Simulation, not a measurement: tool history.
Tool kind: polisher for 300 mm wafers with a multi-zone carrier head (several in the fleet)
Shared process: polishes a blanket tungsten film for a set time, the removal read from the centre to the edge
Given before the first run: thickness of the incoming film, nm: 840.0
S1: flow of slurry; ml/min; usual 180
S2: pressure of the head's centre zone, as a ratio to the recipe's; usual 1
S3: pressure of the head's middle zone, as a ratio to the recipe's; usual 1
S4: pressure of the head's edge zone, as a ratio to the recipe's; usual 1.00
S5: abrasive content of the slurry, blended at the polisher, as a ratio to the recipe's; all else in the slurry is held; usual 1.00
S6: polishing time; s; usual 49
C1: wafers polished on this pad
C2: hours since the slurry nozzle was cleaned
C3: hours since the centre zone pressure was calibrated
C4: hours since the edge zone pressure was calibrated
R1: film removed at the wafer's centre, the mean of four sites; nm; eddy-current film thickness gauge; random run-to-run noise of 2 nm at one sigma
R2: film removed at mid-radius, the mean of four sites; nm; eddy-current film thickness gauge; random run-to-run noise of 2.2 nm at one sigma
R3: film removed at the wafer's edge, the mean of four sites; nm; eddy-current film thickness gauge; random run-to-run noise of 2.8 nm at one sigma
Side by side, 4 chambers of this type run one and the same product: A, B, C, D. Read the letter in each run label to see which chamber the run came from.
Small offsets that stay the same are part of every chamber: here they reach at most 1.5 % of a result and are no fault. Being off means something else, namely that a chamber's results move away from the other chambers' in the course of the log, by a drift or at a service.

| run | hour | S1 | S2 | S3 | S4 | S5 | S6 | C1 | C2 | C3 | C4 | R1 | R2 | R3 |
|---|---|---|---|---|---|---|---|---|---|---|---|---|---|---|
|  | 2.2 | chamber C: worn pad replaced by a new one |
| 1C | 5.0 | 180 | 1 | 1 | 1.00 | 1.00 | 49 | 22 | 61.5 | 432.1 | 285.9 | 275.22 | 276.44 | 271.46 |
| 2D | 15.5 | 180 | 1 | 1 | 1.00 | 1.00 | 49 | 1188 | 122.6 | 860.2 | 128.6 | 275.29 | 269.79 | 272.74 |
| 3A | 24.8 | 180 | 1 | 1 | 1.00 | 1.00 | 49 | 781 | 212.5 | 498.0 | 343.6 | 276.01 | 277.01 | 269.42 |
| 4B | 30.7 | 180 | 1 | 1 | 1.00 | 1.00 | 49 | 603 | 147.9 | 642.6 | 548.3 | 276.67 | 274.53 | 273.96 |
| 5C | 38.4 | 180 | 1 | 1 | 1.00 | 1.00 | 49 | 289 | 94.9 | 465.5 | 319.3 | 277.49 | 272.52 | 268.85 |
| 6B | 46.0 | 180 | 1 | 1 | 1.00 | 1.00 | 49 | 725 | 163.2 | 657.9 | 563.6 | 277.19 | 273.35 | 274.45 |
| 7D | 51.6 | 180 | 1 | 1 | 1.05 | 1.00 | 49 | 1477 | 158.7 | 896.3 | 164.7 | 278.37 | 273.35 | 285.71 |
|  | 55.8 | chamber D: worn pad replaced by a new one |
| 8A | 60.5 | 180 | 1 | 1 | 1.05 | 1.00 | 49 | 1067 | 248.2 | 533.7 | 379.3 | 279.29 | 280.50 | 286.71 |
| 9A | 68.8 | 180 | 1 | 1 | 1.05 | 1.00 | 49 | 1133 | 256.5 | 542.0 | 387.6 | 273.70 | 276.82 | 284.75 |
| 10C | 73.5 | 180 | 1 | 1 | 1.05 | 1.00 | 49 | 570 | 130.0 | 500.6 | 354.4 | 275.23 | 274.43 | 278.74 |
| 11D | 78.1 | 180 | 1 | 1 | 1.00 | 1.00 | 49 | 179 | 185.2 | 922.8 | 191.2 | 278.57 | 276.28 | 273.22 |
| 12B | 84.4 | 180 | 1 | 1 | 1.00 | 1.00 | 49 | 1033 | 201.6 | 696.3 | 602.0 | 272.90 | 273.18 | 271.45 |
|  | 85.8 | chamber A: worn pad replaced by a new one |
|  | 90.2 | chamber A: centre zone pressure recalibrated |
| 13C | 91.5 | 180 | 1 | 1 | 1.00 | 1.00 | 49 | 715 | 148.0 | 518.6 | 372.4 | 274.12 | 274.92 | 272.37 |
| 14B | 99.5 | 180 | 1 | 1 | 1.00 | 1.00 | 49 | 1153 | 216.7 | 711.4 | 617.1 | 275.65 | 272.90 | 273.43 |
| 15D | 109.6 | 180 | 1 | 1 | 1.00 | 1.00 | 49 | 431 | 216.7 | 954.3 | 222.7 | 278.71 | 272.44 | 271.36 |
|  | 110.0 | chamber C: worn pad replaced by a new one |
|  | 110.8 | chamber B: worn pad replaced by a new one |
| 16A | 114.7 | 180 | 1 | 1 | 1.00 | 1.00 | 49 | 231 | 302.4 | 24.5 | 433.5 | 290.41 | 276.01 | 272.79 |
| 17A | 123.0 | 180 | 1 | 1 | 1.00 | 1.00 | 49 | 298 | 310.7 | 32.8 | 441.8 | 290.60 | 278.17 | 277.94 |
| 18D | 128.1 | 180 | 1 | 1 | 1.00 | 1.00 | 49 | 579 | 235.2 | 972.8 | 241.2 | 278.36 | 273.54 | 272.87 |
| 19B | 136.7 | 180 | 1 | 1 | 1.00 | 1.00 | 49 | 208 | 253.9 | 748.6 | 654.3 | 277.51 | 273.36 | 270.25 |
| 20C | 142.9 | 180 | 1 | 1 | 1.00 | 1.00 | 49 | 263 | 199.4 | 570.0 | 423.8 | 272.64 | 271.88 | 276.60 |
| 21B | 148.4 | 180 | 1 | 1 | 1.00 | 1.00 | 49 | 301 | 265.6 | 760.3 | 666.0 | 276.36 | 274.15 | 275.43 |
| 22D | 157.5 | 180 | 1 | 1 | 1.00 | 1.00 | 49 | 815 | 264.6 | 1002.2 | 270.6 | 275.81 | 275.25 | 268.40 |
| 23C | 164.7 | 180 | 1 | 1 | 1.00 | 1.00 | 49 | 438 | 221.2 | 591.8 | 445.6 | 272.04 | 273.00 | 273.70 |
| 24A | 174.3 | 180 | 1 | 1 | 1.00 | 1.00 | 49 | 708 | 362.0 | 84.1 | 493.1 | 291.81 | 273.31 | 271.12 |
| 25D | 184.7 | 180 | 1 | 1 | 1.00 | 1.00 | 49 | 1032 | 291.8 | 1029.4 | 297.8 | 277.45 | 273.25 | 271.36 |
| 26A | 192.4 | 180 | 1 | 1 | 1.00 | 1.00 | 49 | 853 | 380.1 | 102.2 | 511.2 | 295.59 | 277.34 | 273.54 |
| 27B | 201.3 | 180 | 1 | 1 | 1.00 | 0.75 | 49 | 725 | 318.5 | 813.2 | 718.9 | 258.99 | 255.89 | 256.58 |
| 28C | 207.3 | 180 | 1 | 1 | 1.00 | 0.75 | 49 | 779 | 263.8 | 634.4 | 488.2 | 257.79 | 253.77 | 257.70 |

Each of the 4 chambers runs these same settings next. Fill in every chamber's results:
| 29A | 214.8 | 180 | 1 | 1 | 1.00 | 1.00 | 49 |  |  |  |  | ? | ? | ? |
| 29B | 214.8 | 180 | 1 | 1 | 1.00 | 1.00 | 49 |  |  |  |  | ? | ? | ? |
| 29C | 214.8 | 180 | 1 | 1 | 1.00 | 1.00 | 49 |  |  |  |  | ? | ? | ? |
| 29D | 214.8 | 180 | 1 | 1 | 1.00 | 1.00 | 49 |  |  |  |  | ? | ? | ? |

| run | R1 | R2 | R3 |
|---|---|---|---|
| 29A | 291.35 | 274.57 | 276.62 |
| 29B | 278.10 | 275.12 | 273.08 |
| 29C | 273.24 | 273.59 | 274.16 |
| 29D | 273.86 | 274.96 | 274.55 |
